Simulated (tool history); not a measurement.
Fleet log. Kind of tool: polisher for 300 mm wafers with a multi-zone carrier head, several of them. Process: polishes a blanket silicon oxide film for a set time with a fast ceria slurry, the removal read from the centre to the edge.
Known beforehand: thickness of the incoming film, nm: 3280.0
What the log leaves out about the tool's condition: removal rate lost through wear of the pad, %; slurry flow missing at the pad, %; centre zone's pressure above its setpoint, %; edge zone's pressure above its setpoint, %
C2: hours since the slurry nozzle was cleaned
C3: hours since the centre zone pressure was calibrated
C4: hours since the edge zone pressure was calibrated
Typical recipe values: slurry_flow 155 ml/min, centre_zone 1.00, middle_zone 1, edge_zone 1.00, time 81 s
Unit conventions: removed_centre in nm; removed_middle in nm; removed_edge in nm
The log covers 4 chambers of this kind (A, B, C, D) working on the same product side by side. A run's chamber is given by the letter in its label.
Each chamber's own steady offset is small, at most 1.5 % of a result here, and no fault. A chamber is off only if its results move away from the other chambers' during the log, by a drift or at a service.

Run 1A, day 0.471: usual settings; wafers polished on this pad 307; C2 118.8; C3 410.0; C4 364.3. Result: removed_centre 1124.7 nm, removed_middle 1105.5 nm, removed_edge 1135.4 nm.
Run 2C, day 1.008: usual settings; wafers polished on this pad 1209; C2 109.8; C3 94.8; C4 1076.6. Result: removed_centre 1115.7 nm, removed_middle 1123.4 nm, removed_edge 1120.9 nm.
Run 3D, day 1.421: usual settings; wafers polished on this pad 338; C2 153.8; C3 381.0; C4 406.7. Result: removed_centre 1113.9 nm, removed_middle 1109.3 nm, removed_edge 1112.9 nm.
At day 1.442: chamber B: worn pad replaced by a new one.
At day 1.596: chamber C: worn pad replaced by a new one.
Run 4B, day 1.833: usual settings; wafers polished on this pad 56; C2 110.4; C3 121.7; C4 141.4. Result: removed_centre 1115.7 nm, removed_middle 1137.6 nm, removed_edge 1134.0 nm.
Run 5A, day 2.429: usual settings; wafers polished on this pad 589; C2 165.8; C3 457.0; C4 411.3. Result: removed_centre 1121.8 nm, removed_middle 1122.3 nm, removed_edge 1134.9 nm.
Run 6C, day 2.804: usual settings; wafers polished on this pad 174; C2 152.9; C3 137.9; C4 1119.7. Result: removed_centre 1125.9 nm, removed_middle 1128.3 nm, removed_edge 1103.6 nm.
At day 3.012: chamber A: worn pad replaced by a new one.
Run 7D, day 3.246: usual settings; wafers polished on this pad 601; C2 197.6; C3 424.8; C4 450.5. Result: removed_centre 1114.3 nm, removed_middle 1114.1 nm, removed_edge 1087.7 nm.
Run 8B, day 3.529: usual settings; wafers polished on this pad 300; C2 151.1; C3 162.4; C4 182.1. Result: removed_centre 1126.5 nm, removed_middle 1112.9 nm, removed_edge 1131.9 nm.
Run 9B, day 3.900: usual settings but centre_zone 0.96, edge_zone 1.04; wafers polished on this pad 353; C2 160.0; C3 171.3; C4 191.0. Result: removed_centre 1075.0 nm, removed_middle 1144.4 nm, removed_edge 1122.7 nm.
Run 10C, day 4.321: usual settings but centre_zone 0.96, edge_zone 1.04; wafers polished on this pad 392; C2 189.3; C3 174.3; C4 1156.1. Result: removed_centre 1081.5 nm, removed_middle 1128.7 nm, removed_edge 1145.4 nm.
Run 11D, day 4.888: usual settings but centre_zone 0.96, edge_zone 1.04; wafers polished on this pad 837; C2 237.0; C3 464.2; C4 489.9. Result: removed_centre 1079.5 nm, removed_middle 1114.8 nm, removed_edge 1112.7 nm.
At day 5.250: chamber C: edge zone pressure recalibrated.
Run 12A, day 5.338: usual settings but centre_zone 0.96, edge_zone 1.04; wafers polished on this pad 334; C2 235.6; C3 526.8; C4 481.1. Result: removed_centre 1077.4 nm, removed_middle 1119.3 nm, removed_edge 1184.6 nm.
Run 13D, day 5.658: usual settings; wafers polished on this pad 948; C2 255.5; C3 482.7; C4 508.4. Result: removed_centre 1109.7 nm, removed_middle 1116.4 nm, removed_edge 1122.8 nm.
Run 14A, day 6.025: usual settings; wafers polished on this pad 433; C2 252.1; C3 543.3; C4 497.6. Result: removed_centre 1131.4 nm, removed_middle 1131.0 nm, removed_edge 1130.0 nm.
At day 6.058: chamber A: edge zone pressure recalibrated.
Run 15B, day 6.383: usual settings; wafers polished on this pad 711; C2 219.6; C3 230.9; C4 250.6. Result: removed_centre 1125.3 nm, removed_middle 1105.3 nm, removed_edge 1109.7 nm.
At day 6.600: chamber D: worn pad replaced by a new one.
At day 6.808: chamber D: edge zone pressure recalibrated.
Run 16C, day 6.825: usual settings; wafers polished on this pad 752; C2 249.4; C3 234.4; C4 37.8. Result: removed_centre 1133.3 nm, removed_middle 1108.7 nm, removed_edge 1110.2 nm.
Run 17C, day 7.188: usual settings; wafers polished on this pad 804; C2 258.1; C3 243.1; C4 46.5. Result: removed_centre 1144.1 nm, removed_middle 1138.6 nm, removed_edge 1114.0 nm.
At day 7.642: chamber A: slurry nozzle cleaned.
At day 7.688: chamber A: worn pad replaced by a new one.
Run 18A, day 7.712: usual settings; wafers polished on this pad 3; C2 1.8; C3 583.8; C4 39.7. Result: removed_centre 1127.5 nm, removed_middle 1110.3 nm, removed_edge 1137.3 nm.
Run 19D, day 8.254: usual settings; wafers polished on this pad 238; C2 317.8; C3 545.0; C4 34.7. Result: removed_centre 1109.6 nm, removed_middle 1124.2 nm, removed_edge 1103.0 nm.
Run 20B, day 8.825: usual settings but slurry_flow 115 ml/min; wafers polished on this pad 1062; C2 278.2; C3 289.5; C4 309.2. Result: removed_centre 1042.0 nm, removed_middle 1062.1 nm, removed_edge 1058.6 nm.
Run 21C, day 9.446: usual settings but slurry_flow 115 ml/min; wafers polished on this pad 1129; C2 312.3; C3 297.3; C4 100.7. Result: removed_centre 1052.2 nm, removed_middle 1055.4 nm, removed_edge 1044.1 nm.
At day 9.488: chamber D: slurry nozzle cleaned.
Run 22B, day 9.742: usual settings but slurry_flow 115 ml/min; wafers polished on this pad 1194; C2 300.2; C3 311.5; C4 331.2. Result: removed_centre 1035.6 nm, removed_middle 1062.1 nm, removed_edge 1065.1 nm.
Run 23A, day 10.321: usual settings but slurry_flow 115 ml/min; wafers polished on this pad 379; C2 64.4; C3 646.4; C4 102.3. Result: removed_centre 1038.1 nm, removed_middle 1044.6 nm, removed_edge 1095.0 nm.
At day 10.412: chamber C: worn pad replaced by a new one.
Run 24D, day 10.725: usual settings; wafers polished on this pad 593; C2 29.8; C3 604.3; C4 94.0. Result: removed_centre 1107.5 nm, removed_middle 1100.6 nm, removed_edge 1100.8 nm.
At day 10.762: chamber B: worn pad replaced by a new one.
Run 25B, day 11.133: usual settings; wafers polished on this pad 53; C2 333.6; C3 344.9; C4 364.6. Result: removed_centre 1136.5 nm, removed_middle 1118.9 nm, removed_edge 1132.5 nm.
Run 26A, day 11.433: usual settings; wafers polished on this pad 539; C2 91.1; C3 673.1; C4 129.0. Result: removed_centre 1122.8 nm, removed_middle 1105.1 nm, removed_edge 1131.4 nm.
Run 27C, day 11.812: usual settings but centre_zone 0.94, edge_zone 1.10; wafers polished on this pad 201; C2 369.1; C3 354.1; C4 157.5. Result: removed_centre 1042.7 nm, removed_middle 1120.0 nm, removed_edge 1184.6 nm.
At day 12.258: chamber A: worn pad replaced by a new one.
Run 28D, day 12.379: usual settings but centre_zone 0.94, edge_zone 1.10; wafers polished on this pad 831; C2 69.5; C3 644.0; C4 133.7. Result: removed_centre 1040.4 nm, removed_middle 1118.7 nm, removed_edge 1164.4 nm.
Run 29A, day 12.883: usual settings but centre_zone 0.94, edge_zone 1.10; wafers polished on this pad 90; C2 125.9; C3 707.9; C4 163.8. Result: removed_centre 1048.7 nm, removed_middle 1093.6 nm, removed_edge 1186.2 nm.
Run 30C, day 13.192: usual settings but centre_zone 0.94, edge_zone 1.10; wafers polished on this pad 400; C2 402.2; C3 387.2; C4 190.6. Result: removed_centre 1064.4 nm, removed_middle 1151.2 nm, removed_edge 1162.1 nm.
At day 13.212: chamber D: worn pad replaced by a new one.
Run 31D, day 13.721: usual settings but edge_zone 1.07; wafers polished on this pad 73; C2 101.7; C3 676.2; C4 165.9. Result: removed_centre 1120.3 nm, removed_middle 1108.8 nm, removed_edge 1138.1 nm.
Run 32B, day 14.288: usual settings but edge_zone 1.07; wafers polished on this pad 507; C2 409.3; C3 420.6; C4 440.3. Result: removed_centre 1119.2 nm, removed_middle 1106.2 nm, removed_edge 1139.6 nm.
Run 33D, day 14.662: usual settings but edge_zone 1.07; wafers polished on this pad 208; C2 124.3; C3 698.8; C4 188.5. Result: removed_centre 1119.1 nm, removed_middle 1135.5 nm, removed_edge 1159.7 nm.
Run 34B, day 15.062: usual settings but edge_zone 1.07; wafers polished on this pad 619; C2 427.9; C3 439.2; C4 458.9. Result: removed_centre 1126.5 nm, removed_middle 1109.7 nm, removed_edge 1145.8 nm.
Run 35A, day 15.354: usual settings; wafers polished on this pad 445; C2 185.2; C3 767.2; C4 223.1. Result: removed_centre 1124.3 nm, removed_middle 1128.6 nm, removed_edge 1125.1 nm.
Run 36C, day 15.879: usual settings; wafers polished on this pad 786; C2 466.7; C3 451.7; C4 255.1. Result: removed_centre 1125.6 nm, removed_middle 1109.1 nm, removed_edge 1116.3 nm.
Run 37A, day 16.238: usual settings; wafers polished on this pad 572; C2 206.4; C3 788.4; C4 244.3. Result: removed_centre 1121.2 nm, removed_middle 1126.1 nm, removed_edge 1133.4 nm.

All chambers now run identical settings, listed one chamber a line with results as question marks. What results will each chamber show?
Run 38A, day 16.692: usual settings but edge_zone 1.08. Result: removed_centre ?, removed_middle ?, removed_edge ?.
Run 38B, day 16.692: usual settings but edge_zone 1.08. Result: removed_centre ?, removed_middle ?, removed_edge ?.
Run 38C, day 16.692: usual settings but edge_zone 1.08. Result: removed_centre ?, removed_middle ?, removed_edge ?.
Run 38D, day 16.692: usual settings but edge_zone 1.08. Result: removed_centre ?, removed_middle ?, removed_edge ?.

run  removed_centre  removed_middle  removed_edge
38A          1130.2          1111.4        1164.8
38B          1120.4          1101.7        1183.2
38C          1123.0          1124.2        1165.5
38D          1126.1          1101.6        1139.9
